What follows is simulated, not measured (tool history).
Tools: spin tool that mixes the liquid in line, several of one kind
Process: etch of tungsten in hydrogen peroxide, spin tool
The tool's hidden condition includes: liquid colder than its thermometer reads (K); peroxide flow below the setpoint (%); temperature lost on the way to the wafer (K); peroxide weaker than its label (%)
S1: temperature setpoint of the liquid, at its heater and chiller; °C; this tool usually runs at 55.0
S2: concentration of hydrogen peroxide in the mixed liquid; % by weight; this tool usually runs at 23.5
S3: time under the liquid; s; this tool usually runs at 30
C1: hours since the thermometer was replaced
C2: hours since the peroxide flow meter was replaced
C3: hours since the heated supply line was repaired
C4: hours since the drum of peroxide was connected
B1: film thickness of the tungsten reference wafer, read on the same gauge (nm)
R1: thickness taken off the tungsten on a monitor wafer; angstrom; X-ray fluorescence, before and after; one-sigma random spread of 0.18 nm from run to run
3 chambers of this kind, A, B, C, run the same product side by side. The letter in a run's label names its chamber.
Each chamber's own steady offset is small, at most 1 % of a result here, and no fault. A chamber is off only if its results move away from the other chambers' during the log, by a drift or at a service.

run	day	S1	S2	S3	C1	C2	C3	C4	B1	R1
1A	0.267	55.0	23.5	30	2157.8	1280.4	353.6	456.2	50.014	547.26
2C	0.538	55.0	23.5	30	1898.3	148.3	2526.9	25.2	49.961	550.44
3B	0.733	55.0	23.5	30	941.9	453.4	354.7	348.1	50.010	552.48
4C	0.925	55.0	23.5	30	1907.6	157.6	2536.2	34.5	50.040	550.70
5B	1.133	55.0	23.5	30	951.5	463.0	364.3	357.7	49.961	548.20
6A	1.379	55.0	23.5	30	2184.5	1307.1	380.3	482.9	49.978	547.19
7B	1.588	55.0	23.5	30	962.4	473.9	375.2	368.6	49.996	549.77
8A	1.829	55.0	26.5	30	2195.3	1317.9	391.1	493.7	50.023	579.81
9C	2.008	55.0	26.5	30	1933.6	183.6	2562.2	60.5	50.011	588.08
10A	2.342	55.0	26.5	30	2207.6	1330.2	403.4	506.0	50.010	581.70
11B	2.525	63.0	23.5	45	984.9	496.4	397.7	391.1	50.000	1325.10
12C	2.838	63.0	23.5	45	1953.5	203.5	2582.1	80.4	50.002	1315.70
13A	3.079	63.0	23.5	45	2225.3	1347.9	421.1	523.7	49.983	1299.00
14B	3.442	55.0	23.5	30	1006.9	518.4	419.7	413.1	49.986	551.02
15C	3.617	55.0	23.5	30	1972.2	222.2	2600.8	99.1	50.015	550.99
16C	3.979	55.0	23.5	30	1980.9	230.9	2609.5	107.8	49.990	551.39
17B	4.250	55.0	23.5	30	1026.3	537.8	439.1	432.5	49.996	549.62
18A	4.438	50.5	23.5	20	2257.9	1380.5	453.7	556.3	49.992	278.06
19A	4.667	50.5	23.5	20	2263.4	1386.0	459.2	561.8	49.997	278.63
20B	5.042	50.5	23.5	20	1045.3	556.8	458.1	451.5	50.010	276.47
21C	5.246	55.0	23.5	30	2011.3	261.3	2639.9	138.2	50.037	552.57
22A	5.446	55.0	23.5	30	2282.1	1404.7	477.9	580.5	49.990	545.76
23C	5.679	55.0	23.5	30	2021.7	271.7	2650.3	148.6	49.980	552.21
24B	5.900	55.0	23.5	30	1065.9	577.4	478.7	472.1	50.008	543.37
25C	6.158	55.0	23.5	30	2033.2	283.2	2661.8	160.1	50.043	552.34
26A	6.425	55.0	23.5	30	2305.6	1428.2	501.4	604.0	50.031	546.66
27B	6.621	55.0	23.5	30	1083.2	594.7	496.0	489.4	50.014	541.51
28B	6.933	55.0	23.5	30	1090.7	602.2	503.5	496.9	49.984	542.33
29A	7.208	55.0	23.5	30	2324.4	1447.0	520.2	622.8	50.016	544.88
30C	7.438	55.0	23.5	30	2063.9	313.9	2692.5	190.8	49.980	550.68
31C	7.733	55.0	23.5	30	2071.0	321.0	2699.6	197.9	50.019	552.80
# day 7.958: chamber B: new drum of peroxide connected
32B	8.062	55.0	20.0	15	1117.8	629.3	530.6	2.5	49.998	247.87
33A	8.308	55.0	20.0	15	2350.8	1473.4	546.6	649.2	50.011	253.27
34C	8.567	55.0	20.0	15	2091.0	341.0	2719.6	217.9	49.992	252.62
35B	8.892	55.0	23.5	30	1137.7	649.2	550.5	22.4	50.015	537.70
36A	9.104	55.0	23.5	30	2369.9	1492.5	565.7	668.3	50.027	546.05
37C	9.458	55.0	23.5	30	2112.4	362.4	2741.0	239.3	49.975	551.08

The same settings go to every chamber for the next run, one line per chamber below. Forecast the results for each:
38A	9.738	55.0	17.5	30						?
38B	9.738	55.0	17.5	30						?
38C	9.738	55.0	17.5	30						?

run	R1
38A	472.74
38B	461.41
38C	477.35
